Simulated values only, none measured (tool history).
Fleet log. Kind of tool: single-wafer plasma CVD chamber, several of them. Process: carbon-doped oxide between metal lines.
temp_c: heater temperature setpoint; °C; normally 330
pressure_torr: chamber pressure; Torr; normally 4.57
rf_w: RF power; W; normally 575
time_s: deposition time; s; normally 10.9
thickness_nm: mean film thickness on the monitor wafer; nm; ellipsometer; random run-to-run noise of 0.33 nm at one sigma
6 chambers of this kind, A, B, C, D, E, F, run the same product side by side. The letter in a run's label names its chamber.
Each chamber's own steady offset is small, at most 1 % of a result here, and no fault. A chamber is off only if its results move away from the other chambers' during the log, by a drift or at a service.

run   hour  temp_c  pressure_torr  rf_w  time_s  read-back reference wafer on the same gauge, thickness_nm  thickness_nm
 1F   10.7     330           4.57   575    10.9                                                     73.238        64.175
      14.8  -- chamber A: thermocouple changed; heater temperature recalibrated
 2B   16.2     330           4.57   575    10.9                                                     73.187         64.77
 3C   24.7     330           4.57   575    10.9                                                      73.21        65.042
 4A   35.6     330           4.57   575    10.9                                                     73.112        65.755
 5E   45.5     330           4.57   575    10.9                                                     73.296        65.278
 6D   54.1     330           4.57   575    10.9                                                      73.29        64.785
 7E   59.2     330           4.57   575    10.9                                                     73.131        64.355
      61.2  -- chamber D: RF generator calibrated
 8A   68.5     339              5   575    10.9                                                     73.263         64.18
 9D   77.8     339              5   575    10.9                                                     73.245        63.411
10F   87.1     339              5   575    10.9                                                     73.141        63.025
11B   93.8     339              5   575    10.9                                                     73.258        64.172
     100.2  -- chamber E: RF generator calibrated
12C    101     339              5   575    10.9                                                     73.182        63.135
13F  107.6     339              5   575    10.9                                                     73.218        63.426
14C  117.1     330           4.57   575    10.9                                                     73.132         64.93
15D  126.5     330           4.57   575    10.9                                                      73.15        65.124
16A  135.5     330           4.57   575    10.9                                                     73.292        65.396
17B    142     330           4.57   575    10.9                                                     73.135        64.842
18E  151.6     330           4.57   575    10.9                                                     73.221        64.818
19B    161     317           4.57   575    10.9                                                     73.092         68.17
20D  167.1     317           4.57   575    10.9                                                     73.149        68.177
     167.8  -- chamber F: RF generator calibrated
21A  174.3     317           4.57   575    10.9                                                     73.224        68.761
22C  184.7     317           4.57   575    10.9                                                     73.214        67.571
23F  190.9     317           4.57   575    10.9                                                     73.189        68.313
24E  196.7     317           4.57   575    10.9                                                      73.22        68.389
25C  203.5     330           4.57   575    10.9                                                     73.191        64.296
26F  212.8     330           4.57   575    10.9                                                     73.072        64.527
27B  220.3     330           4.57   575    10.9                                                     73.181        64.766
28E  227.8     330           4.57   575    10.9                                                     73.168        64.504
29D  235.9     330           4.57   575    10.9                                                     73.209        64.801
30A  240.6     330           4.57   575    10.9                                                     73.306        65.828
31A  248.9     330           4.57   575    10.9                                                     73.092        65.357
32D  259.7     330           4.57   575    10.9                                                     73.178        64.868
33F    267     330           4.57   575    10.9                                                     73.182        64.308
34B  274.4     330           4.57   575    10.9                                                     73.155        65.848
35C  279.2     330           4.57   575    10.9                                                     73.228        64.125
36E  288.4     330           4.57   575    10.9                                                      73.17        64.724

Each of the 6 chambers runs these same settings next. Fill in every chamber's results:
37A  296.2     324           4.57   575    10.9                                                                        ?
37B  296.2     324           4.57   575    10.9                                                                        ?
37C  296.2     324           4.57   575    10.9                                                                        ?
37D  296.2     324           4.57   575    10.9                                                                        ?
37E  296.2     324           4.57   575    10.9                                                                        ?
37F  296.2     324           4.57   575    10.9                                                                        ?

run  thickness_nm
37A        66.504
37B        66.735
37C        65.718
37D        66.301
37E        66.342
37F        65.506
